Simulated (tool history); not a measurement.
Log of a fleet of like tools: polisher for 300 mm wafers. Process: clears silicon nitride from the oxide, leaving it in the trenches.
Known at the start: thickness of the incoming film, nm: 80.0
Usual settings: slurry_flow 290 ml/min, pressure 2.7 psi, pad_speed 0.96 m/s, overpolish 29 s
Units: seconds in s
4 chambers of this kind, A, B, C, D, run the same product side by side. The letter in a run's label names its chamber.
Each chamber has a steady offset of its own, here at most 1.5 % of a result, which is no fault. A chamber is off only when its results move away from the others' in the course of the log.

run	hour	slurry_flow	pressure	pad_speed	overpolish	seconds
# hour 0.8: chamber A: slurry nozzle cleaned
1B	5.9	290	2.7	0.96	29	112.970
# hour 8.4: chamber D: worn pad replaced by a new one
# hour 11.1: chamber B: worn pad replaced by a new one
2A	13.5	290	2.7	0.96	29	110.230
3D	21.2	290	2.7	0.96	29	110.800
4C	30.0	290	2.7	0.96	29	109.790
# hour 32.3: chamber C: head pressure recalibrated
5C	40.2	290	2.7	0.96	29	110.570
6B	45.1	290	2.7	0.96	29	108.550
7D	50.1	290	2.7	0.96	29	112.540
8A	55.2	290	2.7	0.96	29	110.950
9C	63.8	245	2.7	0.96	14	114.540
10A	72.4	245	2.7	0.96	14	111.730
11B	77.3	245	2.7	0.96	14	110.330
12D	82.7	245	2.7	0.96	14	115.640
13B	89.0	290	2.7	0.96	29	109.410
# hour 94.6: chamber D: worn pad replaced by a new one
14C	95.4	290	2.7	0.96	29	114.020
15A	102.6	290	2.7	0.96	29	111.570
16D	108.5	290	2.7	0.96	29	112.520
17C	113.7	290	2.7	0.96	29	114.870
# hour 114.9: chamber A: worn pad replaced by a new one
18B	120.6	290	1.9	0.96	29	158.430
# hour 121.6: chamber A: head pressure recalibrated
19D	127.3	290	1.9	0.96	29	157.480
# hour 129.9: chamber B: worn pad replaced by a new one
20A	136.3	290	1.9	0.96	29	157.530
21D	143.9	290	1.9	0.96	29	157.450
22A	149.2	290	2.7	0.96	29	108.800
23B	155.5	290	2.7	0.96	29	109.310
# hour 161.1: chamber B: head pressure recalibrated
24C	165.0	290	2.7	0.96	29	118.620
25D	172.2	290	2.7	0.96	29	111.760
26A	180.5	290	2.7	0.96	29	110.670
27C	189.8	290	2.7	0.96	29	121.120
28B	195.4	290	2.7	0.96	29	110.270

Next, every chamber runs the same settings. What will each give?
29A	203.0	290	2.7	1.12	29	?
29B	203.0	290	2.7	1.12	29	?
29C	203.0	290	2.7	1.12	29	?
29D	203.0	290	2.7	1.12	29	?

run	seconds
29A	93.646
29B	94.570
29C	103.210
29D	96.740
